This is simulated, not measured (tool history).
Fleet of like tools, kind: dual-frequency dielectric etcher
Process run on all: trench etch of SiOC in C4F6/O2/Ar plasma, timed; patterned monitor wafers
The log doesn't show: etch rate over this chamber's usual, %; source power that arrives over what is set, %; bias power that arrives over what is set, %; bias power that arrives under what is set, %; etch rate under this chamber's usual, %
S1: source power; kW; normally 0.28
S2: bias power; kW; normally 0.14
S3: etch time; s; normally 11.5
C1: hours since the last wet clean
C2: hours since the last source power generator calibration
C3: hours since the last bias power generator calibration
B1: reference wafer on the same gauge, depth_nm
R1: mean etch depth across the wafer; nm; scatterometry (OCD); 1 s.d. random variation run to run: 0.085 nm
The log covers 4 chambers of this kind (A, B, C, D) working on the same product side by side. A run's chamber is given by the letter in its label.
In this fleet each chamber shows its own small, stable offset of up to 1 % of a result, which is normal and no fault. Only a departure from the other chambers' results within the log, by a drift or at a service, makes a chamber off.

run   hour    S1     S2    S3     C1      C2      C3      B1      R1
 1C    3.8  0.28   0.14  11.5  520.6   812.2  1511.2  18.696  19.259
 2D    8.3  0.28   0.14  11.5    381  2202.3  1461.1  18.687  19.202
 3B   11.9  0.28   0.14  11.5  309.3  2517.3     922   18.69  19.087
 4A   14.8  0.28   0.14  11.5  401.7   950.5  3177.6  18.713  19.303
 5A     18  0.28   0.14  11.5  404.9   953.7  3180.8  18.705  19.314
 6D   23.8  0.28  0.167    14  396.5  2217.8  1476.6  18.679  24.773
 7B   26.4  0.28  0.167    14  323.8  2531.8   936.5  18.717  24.474
 8C   29.6  0.28  0.167    14  546.4     838    1537  18.705  24.643
 9C   33.4  0.28  0.167    14  550.2   841.8  1540.8  18.691   24.74
10B   37.3  0.28   0.14  11.5  334.7  2542.7   947.4  18.697  19.363
11D   40.6  0.28   0.14  11.5  413.3  2234.6  1493.4  18.689  19.233
      41.8  -- chamber A: wet clean of the chamber
12A   45.5  0.28   0.14  11.5    3.8   981.2  3208.3  18.699  20.339
13C   50.5  0.28   0.14  11.5  567.3   858.9  1557.9  18.714  19.175
14B   53.2  0.28  0.165    13  350.6  2558.6   963.3  18.696  22.818
      54.6  -- chamber D: wet clean of the chamber
15A   58.2  0.28  0.165    13   16.5   993.9    3221  18.681  24.483
16D   62.9  0.28  0.165    13    8.3  2256.9  1515.7  18.696   22.79
17A   66.7  0.28  0.165    13     25  1002.4  3229.5  18.703  24.335
18D   70.3  0.28   0.14  11.5   15.7  2264.3  1523.1   18.71  19.084
19C   73.1  0.28   0.14  11.5  589.9   881.5  1580.5  18.691  19.202
20B   76.5  0.28   0.14   9.5  373.9  2581.9   986.6  18.692  15.853
21C   79.8  0.28   0.14   9.5  596.6   888.2  1587.2  18.706  15.825
22B   84.9  0.28   0.14   9.5  382.3  2590.3     995  18.724  16.028
23D   89.6  0.28   0.14   9.5     35  2283.6  1542.4  18.691  15.772
24A   92.4  0.34   0.14  11.5   50.7  1028.1  3255.2  18.715  21.997
25A   97.7  0.34   0.14  11.5     56  1033.4  3260.5  18.686  22.058
26D  101.4  0.34   0.14  11.5   46.8  2295.4  1554.2  18.716  20.563
27C  105.2  0.34   0.14  11.5    622   913.6  1612.6  18.706    20.9
28B    111  0.28   0.14  11.5  408.4  2616.4  1021.1  18.706  19.389
     111.7  -- chamber C: wet clean of the chamber
29B  116.1  0.28  0.121  11.5  413.5  2621.5  1026.2  18.697   18.49
30C  119.4  0.28  0.121  11.5    7.8   927.8  1626.8  18.689   18.36
31D  124.5  0.28  0.121  11.5   69.9  2318.5  1577.3  18.696  18.207
32A  129.4  0.28  0.121  11.5   87.7  1065.1  3292.2  18.703  19.391

Which is it: a chamber that has drifted or been left off by a service, a gauge drift common to all chambers, or only each chamber's usual small offset? If a chamber is off, name it and its likeliest cause.

After it was serviced, chamber A no longer matches the other chambers.
Likeliest cause: etch rate over this chamber's usual, % = 5.18.

Chamber A could run next with any of the 4 candidate recipes listed below; each alters the usual settings, and their results appear as question marks. Which one brings its results back in line with what the other chambers deliver on the usual settings?
To be in line, a result may differ from the other chambers' mean on the usual settings by at most: R1 0.3 nm
33A-1  133.6  0.25   0.13  11.5                   ?
33A-2  133.6  0.28   0.14  10.5                   ?
33A-3  133.6  0.36   0.14  11.5                   ?
33A-4  133.6  0.28  0.168  11.5                   ?

Average result of the remaining chambers running the usual settings: R1 19.185 nm
  run      R1
33A-1  19.145
33A-2  18.695
33A-3  22.594
33A-4  21.694
With 33A-1, the chamber falls back in line with the rest.
